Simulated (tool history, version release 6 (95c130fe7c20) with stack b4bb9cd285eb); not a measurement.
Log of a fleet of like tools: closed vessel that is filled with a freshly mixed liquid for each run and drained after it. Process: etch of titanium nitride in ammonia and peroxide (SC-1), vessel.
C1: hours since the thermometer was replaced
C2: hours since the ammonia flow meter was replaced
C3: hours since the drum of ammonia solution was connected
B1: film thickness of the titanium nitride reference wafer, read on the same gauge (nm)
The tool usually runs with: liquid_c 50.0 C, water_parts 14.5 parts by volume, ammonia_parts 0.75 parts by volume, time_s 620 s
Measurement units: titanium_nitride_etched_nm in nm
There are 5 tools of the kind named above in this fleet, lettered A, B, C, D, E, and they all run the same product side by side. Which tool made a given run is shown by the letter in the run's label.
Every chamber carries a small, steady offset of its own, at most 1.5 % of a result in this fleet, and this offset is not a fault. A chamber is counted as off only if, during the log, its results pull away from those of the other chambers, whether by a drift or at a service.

{"run": "1A", "hour": 6.1, "liquid_c": 50.0, "water_parts": 14.5, "ammonia_parts": 0.75, "time_s": 620, "C1": 414.1, "C2": 579.4, "C3": 219.0, "B1": 129.98, "titanium_nitride_etched_nm": 21.137}
{"run": "2C", "hour": 16.2, "liquid_c": 50.0, "water_parts": 14.5, "ammonia_parts": 0.75, "time_s": 620, "C1": 38.5, "C2": 310.3, "C3": 131.3, "B1": 129.98, "titanium_nitride_etched_nm": 20.683}
{"run": "3B", "hour": 23.4, "liquid_c": 50.0, "water_parts": 14.5, "ammonia_parts": 0.75, "time_s": 620, "C1": 363.2, "C2": 829.3, "C3": 101.5, "B1": 130.01, "titanium_nitride_etched_nm": 20.999}
{"run": "4D", "hour": 29.9, "liquid_c": 50.0, "water_parts": 14.5, "ammonia_parts": 0.75, "time_s": 620, "C1": 852.1, "C2": 139.0, "C3": 631.7, "B1": 130.01, "titanium_nitride_etched_nm": 20.797}
{"hour": 37.4, "done": "chamber A: new drum of ammonia solution connected"}
{"run": "5E", "hour": 37.8, "liquid_c": 50.0, "water_parts": 14.5, "ammonia_parts": 0.9, "time_s": 905, "C1": 367.2, "C2": 847.4, "C3": 179.1, "B1": 130.01, "titanium_nitride_etched_nm": 31.256}
{"run": "6E", "hour": 47.9, "liquid_c": 50.0, "water_parts": 14.5, "ammonia_parts": 0.9, "time_s": 905, "C1": 377.3, "C2": 857.5, "C3": 189.2, "B1": 130.02, "titanium_nitride_etched_nm": 31.306}
{"run": "7B", "hour": 53.8, "liquid_c": 50.0, "water_parts": 14.5, "ammonia_parts": 0.9, "time_s": 905, "C1": 393.6, "C2": 859.7, "C3": 131.9, "B1": 130.0, "titanium_nitride_etched_nm": 31.679}
{"run": "8A", "hour": 61.6, "liquid_c": 50.0, "water_parts": 14.5, "ammonia_parts": 0.9, "time_s": 905, "C1": 469.6, "C2": 634.9, "C3": 24.2, "B1": 129.98, "titanium_nitride_etched_nm": 31.574}
{"run": "9D", "hour": 70.9, "liquid_c": 50.0, "water_parts": 14.5, "ammonia_parts": 0.9, "time_s": 905, "C1": 893.1, "C2": 180.0, "C3": 672.7, "B1": 129.99, "titanium_nitride_etched_nm": 31.238}
{"hour": 82.3, "done": "chamber A: ammonia flow meter replaced"}
{"run": "10C", "hour": 82.4, "liquid_c": 50.0, "water_parts": 14.5, "ammonia_parts": 0.75, "time_s": 620, "C1": 104.7, "C2": 376.5, "C3": 197.5, "B1": 130.01, "titanium_nitride_etched_nm": 21.045}
{"run": "11A", "hour": 89.8, "liquid_c": 50.0, "water_parts": 14.5, "ammonia_parts": 0.75, "time_s": 620, "C1": 497.8, "C2": 7.5, "C3": 52.4, "B1": 130.03, "titanium_nitride_etched_nm": 20.705}
{"run": "12B", "hour": 99.0, "liquid_c": 50.0, "water_parts": 14.5, "ammonia_parts": 0.75, "time_s": 620, "C1": 438.8, "C2": 904.9, "C3": 177.1, "B1": 129.98, "titanium_nitride_etched_nm": 20.369}
{"run": "13D", "hour": 111.0, "liquid_c": 50.0, "water_parts": 14.5, "ammonia_parts": 0.75, "time_s": 620, "C1": 933.2, "C2": 220.1, "C3": 712.8, "B1": 129.99, "titanium_nitride_etched_nm": 20.784}
{"hour": 115.1, "done": "chamber D: new drum of ammonia solution connected"}
{"run": "14C", "hour": 122.3, "liquid_c": 50.0, "water_parts": 14.5, "ammonia_parts": 0.75, "time_s": 620, "C1": 144.6, "C2": 416.4, "C3": 237.4, "B1": 130.03, "titanium_nitride_etched_nm": 21.022}
{"run": "15E", "hour": 130.0, "liquid_c": 50.0, "water_parts": 14.5, "ammonia_parts": 0.75, "time_s": 620, "C1": 459.4, "C2": 939.6, "C3": 271.3, "B1": 129.99, "titanium_nitride_etched_nm": 19.672}
{"hour": 138.5, "done": "chamber B: new drum of ammonia solution connected"}
{"run": "16E", "hour": 140.5, "liquid_c": 50.0, "water_parts": 14.5, "ammonia_parts": 0.75, "time_s": 620, "C1": 469.9, "C2": 950.1, "C3": 281.8, "B1": 129.99, "titanium_nitride_etched_nm": 19.697}
{"hour": 142.2, "done": "chamber C: ammonia flow meter replaced"}
{"run": "17A", "hour": 147.6, "liquid_c": 56.5, "water_parts": 14.5, "ammonia_parts": 0.75, "time_s": 620, "C1": 555.6, "C2": 65.3, "C3": 110.2, "B1": 129.97, "titanium_nitride_etched_nm": 31.795}
{"run": "18D", "hour": 154.3, "liquid_c": 56.5, "water_parts": 14.5, "ammonia_parts": 0.75, "time_s": 620, "C1": 976.5, "C2": 263.4, "C3": 39.3, "B1": 130.01, "titanium_nitride_etched_nm": 32.601}
{"hour": 155.6, "done": "chamber C: new drum of ammonia solution connected"}
{"run": "19C", "hour": 160.4, "liquid_c": 56.5, "water_parts": 14.5, "ammonia_parts": 0.75, "time_s": 620, "C1": 182.7, "C2": 18.3, "C3": 4.9, "B1": 130.0, "titanium_nitride_etched_nm": 32.268}
{"run": "20B", "hour": 166.4, "liquid_c": 56.5, "water_parts": 14.5, "ammonia_parts": 0.75, "time_s": 620, "C1": 506.2, "C2": 972.3, "C3": 28.0, "B1": 130.01, "titanium_nitride_etched_nm": 32.843}
{"run": "21B", "hour": 176.5, "liquid_c": 56.5, "water_parts": 14.5, "ammonia_parts": 0.75, "time_s": 620, "C1": 516.3, "C2": 982.4, "C3": 38.1, "B1": 130.0, "titanium_nitride_etched_nm": 32.347}
{"hour": 182.7, "done": "chamber B: thermometer replaced"}
{"run": "22C", "hour": 186.7, "liquid_c": 50.0, "water_parts": 14.5, "ammonia_parts": 0.6, "time_s": 620, "C1": 209.0, "C2": 44.6, "C3": 31.2, "B1": 129.98, "titanium_nitride_etched_nm": 20.268}
{"run": "23E", "hour": 197.7, "liquid_c": 50.0, "water_parts": 14.5, "ammonia_parts": 0.6, "time_s": 620, "C1": 527.1, "C2": 1007.3, "C3": 339.0, "B1": 130.0, "titanium_nitride_etched_nm": 18.35}
{"run": "24A", "hour": 207.2, "liquid_c": 50.0, "water_parts": 14.5, "ammonia_parts": 0.6, "time_s": 620, "C1": 615.2, "C2": 124.9, "C3": 169.8, "B1": 130.0, "titanium_nitride_etched_nm": 20.043}
{"run": "25D", "hour": 212.6, "liquid_c": 50.0, "water_parts": 14.5, "ammonia_parts": 0.6, "time_s": 620, "C1": 1034.8, "C2": 321.7, "C3": 97.6, "B1": 130.02, "titanium_nitride_etched_nm": 20.127}
{"run": "26E", "hour": 218.6, "liquid_c": 50.0, "water_parts": 14.5, "ammonia_parts": 0.6, "time_s": 620, "C1": 548.0, "C2": 1028.2, "C3": 359.9, "B1": 129.98, "titanium_nitride_etched_nm": 17.972}
{"run": "27B", "hour": 226.9, "liquid_c": 50.0, "water_parts": 14.5, "ammonia_parts": 0.75, "time_s": 620, "C1": 44.2, "C2": 1032.8, "C3": 88.5, "B1": 130.02, "titanium_nitride_etched_nm": 21.093}
{"run": "28C", "hour": 232.3, "liquid_c": 50.0, "water_parts": 14.5, "ammonia_parts": 0.75, "time_s": 620, "C1": 254.6, "C2": 90.2, "C3": 76.8, "B1": 130.01, "titanium_nitride_etched_nm": 20.506}
{"run": "29A", "hour": 242.9, "liquid_c": 50.0, "water_parts": 14.5, "ammonia_parts": 0.75, "time_s": 620, "C1": 650.9, "C2": 160.6, "C3": 205.5, "B1": 130.01, "titanium_nitride_etched_nm": 20.714}
{"run": "30D", "hour": 254.5, "liquid_c": 50.0, "water_parts": 14.5, "ammonia_parts": 0.75, "time_s": 620, "C1": 1076.7, "C2": 363.6, "C3": 139.5, "B1": 129.99, "titanium_nitride_etched_nm": 20.773}

The same settings go to every chamber for the next run, one line per chamber below. Forecast the results for each:
{"run": "31A", "hour": 263.1, "liquid_c": 50.0, "water_parts": 14.5, "ammonia_parts": 0.75, "time_s": 620, "titanium_nitride_etched_nm": "?"}
{"run": "31B", "hour": 263.1, "liquid_c": 50.0, "water_parts": 14.5, "ammonia_parts": 0.75, "time_s": 620, "titanium_nitride_etched_nm": "?"}
{"run": "31C", "hour": 263.1, "liquid_c": 50.0, "water_parts": 14.5, "ammonia_parts": 0.75, "time_s": 620, "titanium_nitride_etched_nm": "?"}
{"run": "31D", "hour": 263.1, "liquid_c": 50.0, "water_parts": 14.5, "ammonia_parts": 0.75, "time_s": 620, "titanium_nitride_etched_nm": "?"}
{"run": "31E", "hour": 263.1, "liquid_c": 50.0, "water_parts": 14.5, "ammonia_parts": 0.75, "time_s": 620, "titanium_nitride_etched_nm": "?"}

run=31A titanium_nitride_etched_nm=21.069
run=31B titanium_nitride_etched_nm=21.135
run=31C titanium_nitride_etched_nm=20.762
run=31D titanium_nitride_etched_nm=20.757
run=31E titanium_nitride_etched_nm=18.446
